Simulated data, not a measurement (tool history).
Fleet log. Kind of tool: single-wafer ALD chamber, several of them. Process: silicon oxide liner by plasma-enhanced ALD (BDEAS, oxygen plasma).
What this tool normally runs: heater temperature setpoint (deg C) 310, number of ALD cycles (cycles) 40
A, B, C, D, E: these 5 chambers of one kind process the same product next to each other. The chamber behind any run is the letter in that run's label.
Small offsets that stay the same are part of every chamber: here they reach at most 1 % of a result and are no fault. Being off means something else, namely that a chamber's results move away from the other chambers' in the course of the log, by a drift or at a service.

| run | hour | heater temperature setpoint (deg C) | number of ALD cycles (cycles) | hours since the last thermocouple change | read-back reference wafer on the same gauge, thickness_nm | mean film thickness on the monitor wafer (Å) |
|---|---|---|---|---|---|---|
| 1E | 6.5 | 310 | 40 | 1500.4 | 3.9211 | 36.743 |
| 2C | 16.2 | 310 | 40 | 1188.0 | 3.9212 | 36.529 |
| 3D | 21.9 | 310 | 40 | 1308.0 | 3.9206 | 36.974 |
| 4B | 31.2 | 310 | 40 | 728.8 | 3.9211 | 36.869 |
| 5A | 40.7 | 310 | 40 | 528.6 | 3.9233 | 36.683 |
| 6D | 45.5 | 310 | 40 | 1331.6 | 3.9228 | 36.976 |
| 7A | 55.2 | 310 | 40 | 543.1 | 3.9238 | 36.605 |
| 8B | 61.8 | 316 | 37 | 759.4 | 3.9233 | 33.900 |
| 9E | 71.3 | 316 | 37 | 1565.2 | 3.9257 | 33.685 |
| 10C | 80.2 | 316 | 37 | 1252.0 | 3.9250 | 33.537 |
| 11B | 85.6 | 316 | 37 | 783.2 | 3.9257 | 33.871 |
| 12E | 93.2 | 316 | 37 | 1587.1 | 3.9266 | 33.767 |
| 13A | 104.0 | 310 | 40 | 591.9 | 3.9269 | 36.747 |
| 14C | 111.8 | 310 | 40 | 1283.6 | 3.9282 | 36.638 |
| 15D | 119.0 | 310 | 40 | 1405.1 | 3.9290 | 37.073 |
| 16E | 129.3 | 310 | 40 | 1623.2 | 3.9298 | 36.868 |
| 17A | 136.5 | 319 | 40 | 624.4 | 3.9305 | 36.253 |
| 18C | 145.8 | 319 | 40 | 1317.6 | 3.9305 | 36.171 |
| 19B | 152.3 | 319 | 40 | 849.9 | 3.9307 | 36.533 |
| 20D | 157.7 | 319 | 40 | 1443.8 | 3.9321 | 36.533 |
| 21B | 168.6 | 319 | 40 | 866.2 | 3.9332 | 36.423 |
| 22C | 176.3 | 310 | 40 | 1348.1 | 3.9329 | 36.677 |
| 23D | 182.5 | 310 | 40 | 1468.6 | 3.9328 | 37.139 |
| 24E | 190.2 | 310 | 38 | 1684.1 | 3.9338 | 34.997 |
| 25A | 199.3 | 310 | 38 | 687.2 | 3.9344 | 34.873 |
| 26B | 207.0 | 310 | 38 | 904.6 | 3.9346 | 35.152 |
| 27D | 212.3 | 310 | 38 | 1498.4 | 3.9353 | 35.345 |
| 28A | 217.2 | 310 | 38 | 705.1 | 3.9356 | 34.861 |
| 29E | 223.8 | 310 | 40 | 1717.7 | 3.9359 | 37.030 |
| 30C | 233.9 | 310 | 40 | 1405.7 | 3.9379 | 36.804 |
| 31C | 242.4 | 310 | 40 | 1414.2 | 3.9372 | 36.748 |
| 32A | 253.3 | 310 | 40 | 741.2 | 3.9379 | 36.825 |
| 33D | 263.8 | 310 | 40 | 1549.9 | 3.9401 | 37.137 |
| 34E | 270.5 | 310 | 40 | 1764.4 | 3.9413 | 36.877 |
| 35B | 278.2 | 310 | 40 | 975.8 | 3.9393 | 37.113 |
| 36E | 285.3 | 310 | 40 | 1779.2 | 3.9400 | 36.977 |
| 37C | 290.4 | 310 | 40 | 1462.2 | 3.9400 | 36.833 |
| 38D | 295.1 | 310 | 40 | 1581.2 | 3.9419 | 37.203 |

Does one chamber stand apart from the rest, does the shared gauge drift, or is all well apart from small per-chamber offsets? Give the chamber and the most likely cause, where there is one.

Every chamber seems to shift together because the gauge that measures them all drifts; the chambers themselves are fine.
Likeliest cause: gauge reads high (%) = 0.561.

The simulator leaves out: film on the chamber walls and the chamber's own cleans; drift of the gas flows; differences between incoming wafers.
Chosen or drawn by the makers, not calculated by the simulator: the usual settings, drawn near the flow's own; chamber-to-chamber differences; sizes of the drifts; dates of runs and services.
